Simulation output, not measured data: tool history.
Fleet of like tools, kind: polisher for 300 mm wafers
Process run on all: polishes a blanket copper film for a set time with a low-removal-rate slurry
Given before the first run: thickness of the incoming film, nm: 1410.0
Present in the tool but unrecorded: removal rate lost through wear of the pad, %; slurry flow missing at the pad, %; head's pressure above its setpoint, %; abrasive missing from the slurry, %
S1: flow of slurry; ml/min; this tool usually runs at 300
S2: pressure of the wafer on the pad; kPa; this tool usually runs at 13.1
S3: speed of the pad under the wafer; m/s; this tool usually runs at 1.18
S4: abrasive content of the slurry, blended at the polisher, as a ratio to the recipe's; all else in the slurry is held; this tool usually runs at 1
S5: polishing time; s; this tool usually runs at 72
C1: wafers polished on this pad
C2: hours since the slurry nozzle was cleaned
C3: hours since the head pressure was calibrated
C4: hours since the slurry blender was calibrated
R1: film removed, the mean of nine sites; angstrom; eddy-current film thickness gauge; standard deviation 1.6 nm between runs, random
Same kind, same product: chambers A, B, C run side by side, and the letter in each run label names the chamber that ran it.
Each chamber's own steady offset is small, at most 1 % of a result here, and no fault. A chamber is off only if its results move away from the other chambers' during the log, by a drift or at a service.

run	hour	S1	S2	S3	S4	S5	C1	C2	C3	C4	R1
1A	6.8	300	13.1	1.18	1	72	248	61.6	346.3	108.1	1648.3
2B	15.2	300	13.1	1.18	1	72	407	124.9	100.3	184.1	1687.1
3C	22.1	300	13.1	1.18	1	72	189	563.4	1579.2	109.4	1685.9
# hour 28.2: chamber B: slurry blender recalibrated
4B	30.1	300	13.1	1.18	1	72	506	139.8	115.2	2	1683.7
# hour 34.1: chamber C: slurry blender recalibrated
5A	38.4	300	13.1	1.18	1	72	460	93.2	377.9	139.7	1622.7
# hour 42.7: chamber A: slurry blender recalibrated
6C	44.2	300	13.1	1.18	1	72	337	585.5	1601.3	10.1	1661.6
7A	50.3	300	13.1	1.18	1	72	539	105.1	389.8	7.7	1616
8C	56.6	300	13.1	1.18	1	72	420	597.9	1613.7	22.5	1685
9B	60.7	300	13.1	1.18	1	72	711	170.4	145.8	32.6	1671.2
10A	65.7	300	13.1	1.18	1	72	642	120.5	405.2	23.1	1598
11B	70	380	13.1	1.18	1	72	773	179.7	155.1	41.9	1696.7
12C	75.9	380	13.1	1.18	1	72	549	617.2	1633	41.8	1705.7
13C	83.2	380	13.1	1.18	1	72	598	624.5	1640.3	49.1	1716
14A	90.5	300	13.1	1.18	1	72	808	145.3	430	47.9	1596.5
15B	97.6	300	11	1.18	1	72	958	207.3	182.7	69.5	1380.5
# hour 98.8: chamber C: worn pad replaced by a new one
16C	101.6	300	11	1.18	1	72	19	642.9	1658.7	67.5	1422.6
17B	108.1	300	11	1.18	1	72	1028	217.8	193.2	80	1411.8
18A	112.5	300	13.1	1.18	1	72	955	167.3	452	69.9	1584.3
19A	118.3	300	13.1	1.18	1	72	994	173.1	457.8	75.7	1592.1
# hour 120.8: chamber C: head pressure recalibrated
# hour 121.4: chamber B: worn pad replaced by a new one
20B	125.8	300	13.1	1.18	1	72	29	235.5	210.9	97.7	1684.3
21C	131.3	300	11	1.58	1	72	217	672.6	10.5	97.2	1888
22A	138.4	300	11	1.58	1	72	1129	193.2	477.9	95.8	1772.8
23B	144.1	300	11	1.58	1	72	152	253.8	229.2	116	1891.4
24C	152.2	300	13.1	1.18	1	72	357	693.5	31.4	118.1	1672.1
# hour 160.1: chamber B: slurry nozzle cleaned
25B	161.3	300	13.1	1.18	1	72	267	1.3	246.4	133.2	1696.8
# hour 165.2: chamber A: slurry blender recalibrated
# hour 165.5: chamber C: slurry blender recalibrated
26C	167.2	300	13.1	1.18	1	72	457	708.5	46.4	1.8	1631.1
27A	176.4	300	13.1	1.18	1	72	1383	231.2	515.9	11.3	1546.6
28A	181.4	300	13.1	1.18	1	72	1416	236.2	520.9	16.3	1551.6
# hour 184.3: chamber A: head pressure recalibrated
# hour 185.4: chamber B: slurry blender recalibrated
29C	189.5	300	13.1	1.18	1	72	606	730.8	68.7	24.1	1665.9
30B	195.4	395	13.1	1.18	1	72	495	35.4	280.5	10.1	1702.1
31C	204.2	395	13.1	1.18	1	72	705	745.5	83.4	38.8	1707.3
32B	209	395	13.1	1.18	1	72	586	49	294.1	23.7	1697.1
33A	216.5	300	13.1	1.18	1	72	1651	271.3	32.3	51.4	1562.8
# hour 217.8: chamber C: worn pad replaced by a new one
34C	222.6	300	13.1	1.18	1	72	32	763.9	101.8	57.2	1641
35B	229.4	300	13.1	1.18	1	72	722	69.4	314.5	44.1	1694.4
36A	236.8	300	13.1	1.18	1	72	1787	291.6	52.6	71.7	1520.3
37B	240.9	300	13.1	1.18	1	72	799	80.9	326	55.6	1675
38A	246.6	300	13.1	1.18	1	72	1852	301.4	62.4	81.5	1511.2

Next, every chamber runs the same settings. What will each give?
39A	253.2	300	13.1	1.18	1	72					?
39B	253.2	300	13.1	1.18	1	72					?
39C	253.2	300	13.1	1.18	1	72					?

run	R1
39A	1527.1
39B	1695.3
39C	1678.2

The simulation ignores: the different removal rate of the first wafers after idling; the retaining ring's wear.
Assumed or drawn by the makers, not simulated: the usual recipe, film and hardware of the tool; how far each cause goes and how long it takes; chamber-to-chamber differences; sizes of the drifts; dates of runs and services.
